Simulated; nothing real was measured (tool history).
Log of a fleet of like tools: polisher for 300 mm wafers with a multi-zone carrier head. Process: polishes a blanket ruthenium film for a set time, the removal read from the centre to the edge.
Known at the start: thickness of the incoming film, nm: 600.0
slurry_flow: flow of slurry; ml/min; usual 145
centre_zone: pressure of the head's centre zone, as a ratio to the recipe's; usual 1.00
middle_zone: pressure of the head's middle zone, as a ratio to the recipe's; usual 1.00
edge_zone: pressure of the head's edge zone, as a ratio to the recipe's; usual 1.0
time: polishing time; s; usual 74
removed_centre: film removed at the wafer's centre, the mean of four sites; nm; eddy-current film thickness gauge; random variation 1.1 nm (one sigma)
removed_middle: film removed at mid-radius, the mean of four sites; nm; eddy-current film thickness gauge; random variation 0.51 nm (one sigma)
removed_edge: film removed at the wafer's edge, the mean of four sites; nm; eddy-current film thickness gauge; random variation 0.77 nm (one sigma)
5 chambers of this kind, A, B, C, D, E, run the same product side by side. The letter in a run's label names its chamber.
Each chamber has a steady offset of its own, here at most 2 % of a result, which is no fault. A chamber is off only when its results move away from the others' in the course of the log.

run     day  slurry_flow  centre_zone  middle_zone  edge_zone  time  removed_centre  removed_middle  removed_edge
 1B   0.392          145         1.00         1.00        1.0    74          75.721          76.152        76.710
 2A   0.742          145         1.00         1.00        1.0    74          73.368          75.325        76.078
 3D   1.067          145         1.00         1.00        1.0    74          77.036          76.904        75.876
      1.354  -- chamber D: worn pad replaced by a new one
 4E   1.371          145         1.00         1.00        1.0    74          73.423          76.377        76.340
      1.746  -- chamber C: centre zone pressure recalibrated
 5C   1.762          145         1.00         1.00        1.0    74          76.460          75.612        75.500
      1.967  -- chamber C: worn pad replaced by a new one
 6E   2.033          145         1.00         1.00        1.0    74          76.083          75.432        77.063
      2.129  -- chamber A: worn pad replaced by a new one
 7D   2.238          145         1.00         1.00        1.0    50          51.459          51.703        51.824
 8A   2.546          145         1.00         1.00        1.0    50          50.708          50.363        51.797
 9B   2.779          145         1.00         1.00        1.0    50          50.139          50.615        50.816
      3.000  -- chamber A: slurry nozzle cleaned
10C   3.042          145         1.00         1.00        1.0    50          50.525          50.702        50.612
11A   3.254          145         1.00         1.00        1.0    50          50.763          51.625        50.668
12C   3.567          145         1.00         1.00        1.0    74          77.537          75.454        74.764
      3.712  -- chamber B: edge zone pressure recalibrated
      3.788  -- chamber B: worn pad replaced by a new one
13B   3.900          145         1.00         1.00        1.0    74          73.359          74.602        73.660
14D   4.125          145         1.00         1.00        1.0    74          77.858          75.756        75.578
15E   4.400          145         1.00         0.92        1.0    74          76.002          70.218        77.211
16A   4.621          145         1.00         0.92        1.0    74          74.815          69.826        76.447
17E   4.912          145         1.00         0.92        1.0    74          73.112          70.907        77.863
      4.958  -- chamber C: worn pad replaced by a new one
18B   5.254          145         1.00         0.92        1.0    74          72.642          68.615        74.980
19C   5.471          145         1.00         0.92        1.0    74          74.775          69.509        76.184
20D   5.767          145         1.00         1.00        1.0    74          75.374          75.969        76.102
21C   6.029          145         1.00         1.00        1.0    74          77.330          75.558        74.640
22E   6.242          145         1.00         1.00        1.0    74          75.228          76.891        76.290
      6.262  -- chamber E: worn pad replaced by a new one
23B   6.612          145         1.00         1.00        1.0    74          72.523          73.585        74.136
24D   6.946          145         1.00         1.00        1.0    74          78.068          75.490        75.246
25A   7.338          145         1.00         1.00        1.0    74          76.869          75.294        76.520
26B   7.742          145         1.00         1.00        1.0    74          71.262          72.131        73.245
      7.888  -- chamber C: worn pad replaced by a new one
      7.950  -- chamber A: worn pad replaced by a new one
27A   8.054          145         1.00         1.00        1.0    74          75.593          75.354        76.555
28C   8.267          145         0.94         1.00        1.0    74          72.249          75.854        77.469
29E   8.625          145         0.94         1.00        1.0    74          69.565          76.169        76.424
30D   8.929          145         0.94         1.00        1.0    74          71.000          76.675        73.862
      9.033  -- chamber B: worn pad replaced by a new one
31E   9.296          145         0.94         1.00        1.0    74          70.336          76.277        75.222
      9.300  -- chamber E: centre zone pressure recalibrated
32D   9.558          145         0.94         1.00        1.0    74          70.337          76.484        76.352
33B   9.900          145         1.00         1.00        0.9    74          71.652          71.879        69.014
34A  10.321          145         1.00         1.00        0.9    74          74.004          75.594        70.849
     10.554  -- chamber D: slurry nozzle cleaned
35C  10.704          145         1.00         1.00        0.9    74          76.782          75.605        70.556
     11.042  -- chamber D: worn pad replaced by a new one
36B  11.133          145         1.00         1.00        0.9    74          71.976          71.208        69.471
37A  11.388          145         1.00         1.00        0.9    74          77.607          75.867        72.191
38E  11.596          145         1.00         1.00        1.0    74          74.279          76.122        77.929
     11.629  -- chamber C: worn pad replaced by a new one
39C  12.033          145         1.04         1.00        1.1    74          80.138          74.689        79.155
40D  12.254          145         1.04         1.00        1.1    74          79.351          76.722        79.753
41E  12.471          145         1.04         1.00        1.1    74          77.816          75.218        81.480
42B  12.804          145         1.04         1.00        1.1    74          72.917          70.139        75.122

Next, every chamber runs the same settings. What will each give?
43A  13.121          145         1.00         1.00        1.0    74               ?               ?             ?
43B  13.121          145         1.00         1.00        1.0    74               ?               ?             ?
43C  13.121          145         1.00         1.00        1.0    74               ?               ?             ?
43D  13.121          145         1.00         1.00        1.0    74               ?               ?             ?
43E  13.121          145         1.00         1.00        1.0    74               ?               ?             ?

run  removed_centre  removed_middle  removed_edge
43A          74.784          74.617        76.244
43B          70.071          69.386        70.584
43C          74.303          75.599        75.110
43D          77.553          76.315        76.856
43E          77.430          75.725        76.173

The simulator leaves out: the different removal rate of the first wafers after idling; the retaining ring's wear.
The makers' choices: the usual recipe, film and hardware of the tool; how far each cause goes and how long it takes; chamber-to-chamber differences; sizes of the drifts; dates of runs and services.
